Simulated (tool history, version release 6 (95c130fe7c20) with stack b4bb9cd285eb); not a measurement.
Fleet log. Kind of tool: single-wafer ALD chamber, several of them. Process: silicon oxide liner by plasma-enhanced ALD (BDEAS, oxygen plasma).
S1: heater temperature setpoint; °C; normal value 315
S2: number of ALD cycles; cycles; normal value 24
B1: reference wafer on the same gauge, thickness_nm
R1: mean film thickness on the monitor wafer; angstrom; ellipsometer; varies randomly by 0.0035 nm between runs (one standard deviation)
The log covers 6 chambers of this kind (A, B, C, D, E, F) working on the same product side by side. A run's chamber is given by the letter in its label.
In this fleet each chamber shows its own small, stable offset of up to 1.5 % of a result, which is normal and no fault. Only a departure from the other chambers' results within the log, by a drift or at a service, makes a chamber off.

run   hour   S1  S2      B1      R1
 1A    5.0  315  24  2.1001  22.018
 2E   11.3  315  24  2.0989  21.790
 3B   18.4  315  24  2.0985  22.062
 4F   22.6  315  24  2.0994  21.661
 5D   29.4  310  28  2.0977  25.383
 6C   34.9  310  28  2.0987  25.925
 7E   42.7  310  28  2.0977  25.597
 8C   49.9  310  28  2.0974  25.869
 9F   55.1  310  28  2.0975  25.363
10D   60.1  310  28  2.0967  25.333
11A   64.6  315  24  2.0960  21.970
12B   70.4  315  24  2.0959  22.081
13E   76.0  315  24  2.0953  21.756
14D   83.7  315  24  2.0948  21.574
15A   90.9  315  24  2.0942  21.912
16B   96.8  315  24  2.0939  21.987
17C  100.9  315  24  2.0927  21.881
18F  107.0  315  24  2.0930  21.560
19D  110.8  315  24  2.0930  21.557
20A  117.7  315  24  2.0934  21.804
21B  125.1  315  24  2.0913  22.013
22E  131.2  315  24  2.0916  21.708
23F  138.9  315  24  2.0917  21.580
24C  146.7  315  24  2.0901  21.937
25A  150.8  315  24  2.0904  21.860
26D  154.7  315  24  2.0905  21.473
27F  159.2  315  24  2.0901  21.548
28C  163.6  315  22  2.0895  20.118
29E  169.1  315  22  2.0897  19.944
30B  175.0  315  22  2.0894  20.116
31C  183.1  315  22  2.0883  20.131
32A  191.0  315  22  2.0889  20.027
33F  196.7  315  22  2.0885  19.709
34E  202.7  315  24  2.0865  21.752
35B  210.2  315  24  2.0872  21.923
36D  216.1  315  24  2.0873  21.467

All chambers now run identical settings, listed one chamber a line with results as question marks. What results will each chamber show?
37A  221.9  307  24       ?
37B  221.9  307  24       ?
37C  221.9  307  24       ?
37D  221.9  307  24       ?
37E  221.9  307  24       ?
37F  221.9  307  24       ?

run      R1
37A  22.078
37B  22.123
37C  22.068
37D  21.672
37E  21.938
37F  21.712
